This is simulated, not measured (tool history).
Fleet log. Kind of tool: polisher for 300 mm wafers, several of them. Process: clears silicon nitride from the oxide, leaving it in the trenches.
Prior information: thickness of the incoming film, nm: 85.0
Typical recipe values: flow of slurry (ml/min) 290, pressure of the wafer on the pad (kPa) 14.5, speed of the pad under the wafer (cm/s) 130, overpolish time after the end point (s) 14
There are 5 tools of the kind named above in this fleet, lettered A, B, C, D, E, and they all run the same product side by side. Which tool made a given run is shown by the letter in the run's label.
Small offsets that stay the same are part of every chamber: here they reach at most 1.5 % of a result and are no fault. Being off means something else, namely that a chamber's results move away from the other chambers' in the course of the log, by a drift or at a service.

run	hour	flow of slurry (ml/min)	pressure of the wafer on the pad (kPa)	speed of the pad under the wafer (cm/s)	overpolish time after the end point (s)	wafers polished on this pad	hours since the slurry nozzle was cleaned	hours since the head pressure was calibrated	time until the end point was called (s)
1C	2.9	290	14.5	130	14	921	239.1	1446	81.729
2A	6.4	290	14.5	130	14	717	78.9	121.1	78.593
3B	9.8	290	14.5	130	14	428	170.9	99.5	80.065
# hour 11.3: chamber E: worn pad replaced by a new one
4E	13.6	290	14.5	130	14	11	93.8	60.6	81.105
5D	16.9	290	14.5	130	14	850	333	562.4	82.8
6C	22.2	210	14.5	130	14	1018	258.4	1465.3	82.171
7E	25.8	210	14.5	130	14	73	106	72.8	82.276
8D	28.8	210	14.5	130	14	910	344.9	574.3	82.938
9A	32.1	210	14.5	130	14	846	104.6	146.8	82.751
# hour 32.2: chamber D: worn pad replaced by a new one
10B	36.6	210	14.5	130	14	563	197.7	126.3	83.117
# hour 37.8: chamber B: slurry nozzle cleaned
11A	41.3	290	14.5	130	14	893	113.8	156	80.381
# hour 42.6: chamber C: worn pad replaced by a new one
12B	45.1	290	14.5	130	14	606	7.4	134.8	81.024
13E	47.9	290	14.5	130	14	184	128.1	94.9	82.501
14C	50.8	290	14.5	130	14	41	287	1493.9	81.939
# hour 53.5: chamber C: head pressure recalibrated
15D	53.8	290	14.5	130	14	109	369.9	599.3	80.656
16C	58.8	290	14.5	130	14	82	295	5.4	78.55
17D	62.1	290	14.5	130	14	150	378.2	607.6	80.013
18E	64.5	290	14.5	130	10	268	144.7	111.5	79.256
19B	69.3	290	14.5	130	10	727	31.6	159	82.056
20A	71.8	290	14.5	130	10	1046	144.3	186.5	79.697
21A	75.9	290	14.5	130	10	1067	148.4	190.6	80.313
22D	78.9	290	14.5	130	10	235	395	624.4	80.579
23C	82	290	14.5	130	14	198	318.2	28.6	79.855
24E	84.8	260	14.5	130	14	370	165	131.8	83.421
25B	87.7	260	14.5	130	14	820	50	177.4	86.8
26E	91.5	260	14.5	130	14	404	171.7	138.5	80.589
27C	96.9	260	14.5	130	14	273	333.1	43.5	77.299
28B	101.1	260	14.5	130	14	888	63.4	190.8	86.137
29D	105.8	290	14.5	130	14	371	421.9	651.3	80.027
30A	109.3	290	14.5	130	14	1235	181.8	224	79.918
31A	113.2	290	14.5	130	14	1255	185.7	227.9	78.822
32D	117.2	290	14.5	130	14	428	433.3	662.7	82.981
33E	119.6	290	14.5	130	14	545	199.8	166.6	84.362
34C	122.5	290	14.5	130	14	402	358.7	69.1	78.831
35B	126	290	14.5	130	14	1013	88.3	215.7	86.44
36D	129.8	290	14.5	130	14	491	445.9	675.3	79.592
# hour 134.4: chamber C: slurry nozzle cleaned
37B	134.8	290	14.5	130	14	1057	97.1	224.5	85.018
38E	137.2	290	14.5	130	14	634	217.4	184.2	78.246
39C	140.6	290	16.5	130	14	494	6.2	87.2	70.435
40A	145.6	290	16.5	130	14	1418	218.1	260.3	69.169

Which is it: a chamber that has drifted or been left off by a service, a gauge drift common to all chambers, or only each chamber's usual small offset? If a chamber is off, name it and its likeliest cause.

One chamber, B, drifts off from the rest bit by bit.
What lies behind it: removal rate lost through wear of the pad, % = 9.21.
It could be hard to tell apart here from: head's pressure below its setpoint, %.

Below are 4 candidate recipes for chamber B's next run, each the usual settings with a change, their results shown as question marks. Which of them brings B's results back in line with what the other chambers give on the usual settings?
To be in line, a result may differ from the other chambers' mean on the usual settings by at most: time until the end point was called (s) 5.2
41B-1	149.5	285	13.1	116	14				?
41B-2	149.5	290	15.2	136	14				?
41B-3	149.5	290	13.1	130	14				?
41B-4	149.5	295	14.5	156	14				?

The other chambers' mean on the usual settings: time until the end point was called (s) 80.829
run	time until the end point was called (s)
41B-1	109.48
41B-2	80.322
41B-3	97.522
41B-4	73.283
It is 41B-2 that realigns the chamber with its peers.
